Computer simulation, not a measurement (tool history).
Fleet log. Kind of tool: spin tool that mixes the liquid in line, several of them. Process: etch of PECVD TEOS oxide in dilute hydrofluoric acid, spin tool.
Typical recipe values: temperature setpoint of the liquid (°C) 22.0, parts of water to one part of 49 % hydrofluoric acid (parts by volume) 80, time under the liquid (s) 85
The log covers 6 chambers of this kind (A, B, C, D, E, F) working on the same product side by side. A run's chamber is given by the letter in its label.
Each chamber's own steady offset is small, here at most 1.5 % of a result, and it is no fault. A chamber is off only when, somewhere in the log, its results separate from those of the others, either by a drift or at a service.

run,day,temperature setpoint of the liquid (°C),parts of water to one part of 49 % hydrofluoric acid (parts by volume),time under the liquid (s),hours since the thermometer was replaced,hours since the hydrofluoric acid flow meter was replaced,"read-back film thickness of the PECVD TEOS oxide reference wafer, read on the same gauge (nm)",thickness taken off the PECVD TEOS oxide on a monitor wafer (nm)
1E,0.158,22.0,80,85,541.8,549.9,80.023,21.981
2F,0.308,22.0,80,85,294.4,126.6,80.032,22.381
3B,0.483,22.0,80,85,59.3,218.9,80.019,21.954
4D,0.783,22.0,80,85,1118.1,316.3,80.004,22.416
# day 0.821: chamber E: hydrofluoric acid flow meter replaced
5A,0.938,22.0,80,85,586.7,170.2,80.013,22.394
6C,1.225,17.5,80,85,376.1,848.2,80.000,18.292
7C,1.375,17.5,80,85,379.7,851.8,79.978,18.356
8A,1.692,17.5,80,85,604.8,188.3,79.995,18.753
9D,1.833,17.5,80,85,1143.3,341.5,80.014,18.403
10E,2.108,17.5,80,85,588.6,31.0,80.028,18.155
11F,2.304,17.5,80,85,342.3,174.5,79.982,18.596
12B,2.612,22.0,80,85,110.4,270.0,80.004,22.253
# day 2.642: chamber C: hydrofluoric acid flow meter replaced
13F,2.912,22.0,80,85,356.9,189.1,80.001,22.681
14C,3.154,22.0,80,40,422.4,12.3,79.989,10.447
15D,3.467,22.0,80,40,1182.5,380.7,79.989,10.624
16E,3.779,22.0,80,40,628.7,71.1,79.980,10.309
17A,4.096,22.0,80,40,662.5,246.0,79.996,10.867
18B,4.338,22.0,80,40,151.8,311.4,79.975,10.558
19F,4.583,22.0,80,40,397.0,229.2,80.042,10.643
20A,4.792,22.0,80,85,679.2,262.7,79.998,22.678
21B,5.083,22.0,80,85,169.7,329.3,80.010,22.191
22D,5.325,22.0,80,85,1227.1,425.3,80.042,21.982
23E,5.512,19.5,80,125,670.3,112.7,79.974,29.372
24C,5.742,19.5,80,125,484.5,74.4,79.995,29.826
25F,5.958,19.5,80,125,430.0,262.2,79.994,30.673
26E,6.250,19.5,80,125,688.0,130.4,80.008,29.448
27C,6.388,19.5,80,125,500.0,89.9,80.002,29.161
28B,6.538,19.5,80,125,204.6,364.2,79.978,29.661
29A,6.783,22.0,80,85,727.0,310.5,80.001,22.389
30D,7.071,22.0,80,85,1269.0,467.2,79.998,22.527
31F,7.221,22.0,80,85,460.3,292.5,80.019,22.984
32A,7.454,22.0,80,85,743.1,326.6,80.012,22.563
33E,7.688,19.0,80,120,722.5,164.9,79.975,27.517
34B,7.988,19.0,80,120,239.4,399.0,80.000,27.973
35D,8.225,19.0,80,120,1296.7,494.9,79.982,27.778
36C,8.475,19.0,80,120,550.1,140.0,79.971,27.589
37C,8.788,19.0,80,120,557.6,147.5,80.011,27.784
38E,9.062,19.0,80,120,755.5,197.9,80.024,27.390

The same settings go to every chamber for the next run, one line per chamber below. Forecast the results for each:
39A,9.288,22.0,80,45,,,,?
39B,9.288,22.0,80,45,,,,?
39C,9.288,22.0,80,45,,,,?
39D,9.288,22.0,80,45,,,,?
39E,9.288,22.0,80,45,,,,?
39F,9.288,22.0,80,45,,,,?

run,thickness taken off the PECVD TEOS oxide on a monitor wafer (nm)
39A,11.908
39B,11.726
39C,11.732
39D,11.906
39E,11.656
39F,12.362
